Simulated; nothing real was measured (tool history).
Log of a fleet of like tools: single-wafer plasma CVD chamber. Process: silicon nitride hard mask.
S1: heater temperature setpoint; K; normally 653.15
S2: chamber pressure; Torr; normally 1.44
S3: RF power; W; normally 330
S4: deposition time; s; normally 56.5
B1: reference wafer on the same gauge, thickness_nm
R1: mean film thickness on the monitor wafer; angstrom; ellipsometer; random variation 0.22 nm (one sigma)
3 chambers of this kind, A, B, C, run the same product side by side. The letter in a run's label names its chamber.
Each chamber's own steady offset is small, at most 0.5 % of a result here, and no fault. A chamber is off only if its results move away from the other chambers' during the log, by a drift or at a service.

{"run": "1B", "day": 0.546, "S1": 653.15, "S2": 1.44, "S3": 330, "S4": 56.5, "B1": 71.162, "R1": 676.54}
{"run": "2C", "day": 0.971, "S1": 653.15, "S2": 1.44, "S3": 330, "S4": 56.5, "B1": 71.252, "R1": 678.27}
{"run": "3A", "day": 1.35, "S1": 653.15, "S2": 1.44, "S3": 330, "S4": 56.5, "B1": 71.154, "R1": 678.89}
{"run": "4C", "day": 1.946, "S1": 653.15, "S2": 1.44, "S3": 330, "S4": 56.5, "B1": 71.136, "R1": 680.07}
{"run": "5B", "day": 2.271, "S1": 653.15, "S2": 1.44, "S3": 330, "S4": 56.5, "B1": 71.265, "R1": 674.48}
{"run": "6A", "day": 2.688, "S1": 653.15, "S2": 1.44, "S3": 330, "S4": 56.5, "B1": 71.176, "R1": 677.1}
{"run": "7A", "day": 3.321, "S1": 653.15, "S2": 1.44, "S3": 330, "S4": 56.5, "B1": 71.18, "R1": 678.3}
{"run": "8C", "day": 3.654, "S1": 653.15, "S2": 1.44, "S3": 330, "S4": 56.5, "B1": 71.145, "R1": 682.93}
{"day": 4.025, "done": "chamber A: RF generator calibrated"}
{"run": "9B", "day": 4.112, "S1": 653.15, "S2": 1.44, "S3": 330, "S4": 56.5, "B1": 71.198, "R1": 673.89}
{"run": "10C", "day": 4.729, "S1": 653.15, "S2": 1.44, "S3": 330, "S4": 56.5, "B1": 71.257, "R1": 676.32}
{"run": "11B", "day": 5.075, "S1": 653.15, "S2": 1.44, "S3": 330, "S4": 56.5, "B1": 71.287, "R1": 679.95}
{"run": "12A", "day": 5.533, "S1": 653.15, "S2": 1.44, "S3": 330, "S4": 56.5, "B1": 71.203, "R1": 674.57}
{"run": "13B", "day": 6.162, "S1": 653.15, "S2": 1.44, "S3": 330, "S4": 56.5, "B1": 71.223, "R1": 673.51}
{"run": "14A", "day": 6.496, "S1": 653.15, "S2": 1.44, "S3": 330, "S4": 56.5, "B1": 71.163, "R1": 679.35}
{"run": "15C", "day": 6.817, "S1": 653.15, "S2": 1.44, "S3": 330, "S4": 56.5, "B1": 71.187, "R1": 679.08}
{"run": "16B", "day": 7.254, "S1": 653.15, "S2": 1.44, "S3": 330, "S4": 56.5, "B1": 71.193, "R1": 674.76}
{"run": "17A", "day": 7.646, "S1": 653.15, "S2": 1.44, "S3": 330, "S4": 56.5, "B1": 71.212, "R1": 679.39}
{"run": "18C", "day": 8.258, "S1": 653.15, "S2": 1.44, "S3": 330, "S4": 56.5, "B1": 71.163, "R1": 671.88}
{"run": "19A", "day": 8.775, "S1": 653.15, "S2": 1.6, "S3": 330, "S4": 62.8, "B1": 71.223, "R1": 774.39}
{"run": "20C", "day": 9.125, "S1": 653.15, "S2": 1.6, "S3": 330, "S4": 62.8, "B1": 71.178, "R1": 766.45}
{"run": "21B", "day": 9.471, "S1": 653.15, "S2": 1.6, "S3": 330, "S4": 62.8, "B1": 71.196, "R1": 778.02}
{"run": "22B", "day": 9.833, "S1": 653.15, "S2": 1.44, "S3": 330, "S4": 66.5, "B1": 71.228, "R1": 797.9}
{"run": "23C", "day": 10.208, "S1": 653.15, "S2": 1.44, "S3": 330, "S4": 66.5, "B1": 71.201, "R1": 782.26}
{"run": "24A", "day": 10.688, "S1": 653.15, "S2": 1.44, "S3": 330, "S4": 66.5, "B1": 71.194, "R1": 798.22}
{"run": "25C", "day": 11.167, "S1": 653.15, "S2": 1.44, "S3": 330, "S4": 56.5, "B1": 71.197, "R1": 660.18}
{"run": "26A", "day": 11.742, "S1": 653.15, "S2": 1.44, "S3": 330, "S4": 56.5, "B1": 71.19, "R1": 675.44}
{"run": "27B", "day": 12.238, "S1": 653.15, "S2": 1.44, "S3": 330, "S4": 56.5, "B1": 71.201, "R1": 673.7}
{"run": "28A", "day": 12.725, "S1": 653.15, "S2": 1.44, "S3": 330, "S4": 56.5, "B1": 71.189, "R1": 677.7}
{"run": "29C", "day": 13.279, "S1": 653.15, "S2": 1.44, "S3": 305, "S4": 56.5, "B1": 71.105, "R1": 621.83}
{"run": "30B", "day": 13.917, "S1": 653.15, "S2": 1.44, "S3": 305, "S4": 56.5, "B1": 71.199, "R1": 642.12}
{"run": "31B", "day": 14.229, "S1": 653.15, "S2": 1.44, "S3": 305, "S4": 56.5, "B1": 71.172, "R1": 640.97}

Decide between three cases: one chamber stands off from its peers, the gauge reading all wafers drifts, or nothing is wrong past each chamber's small offset. Where a chamber is off, say which and what most likely put it there.

It is chamber C that slowly wanders off from its peers.
What lies behind it: delivered RF power below the setpoint (%) = 6.99.

Which of the 4 candidates below, each the usual settings with something changed and its results left as question marks, puts chamber C back in line with what the other chambers give on the usual settings?
In line means no further than this from the other chambers' mean on the usual settings: R1 7.60 angstrom
{"run": "32C-1", "day": 14.683, "S1": 653.15, "S2": 1.49, "S3": 350, "S4": 56.5, "R1": "?"}
{"run": "32C-2", "day": 14.683, "S1": 653.15, "S2": 1.45, "S3": 335, "S4": 57.2, "R1": "?"}
{"run": "32C-3", "day": 14.683, "S1": 653.15, "S2": 1.44, "S3": 320, "S4": 56.5, "R1": "?"}
{"run": "32C-4", "day": 14.683, "S1": 653.15, "S2": 1.39, "S3": 315, "S4": 56.5, "R1": "?"}

The mean the other chambers reach with the usual settings: R1 677.86 angstrom
run=32C-1 R1=680.85
run=32C-2 R1=663.89
run=32C-3 R1=634.43
run=32C-4 R1=621.00
The answer is 32C-1, which returns the chamber to within the allowed miss of the others.
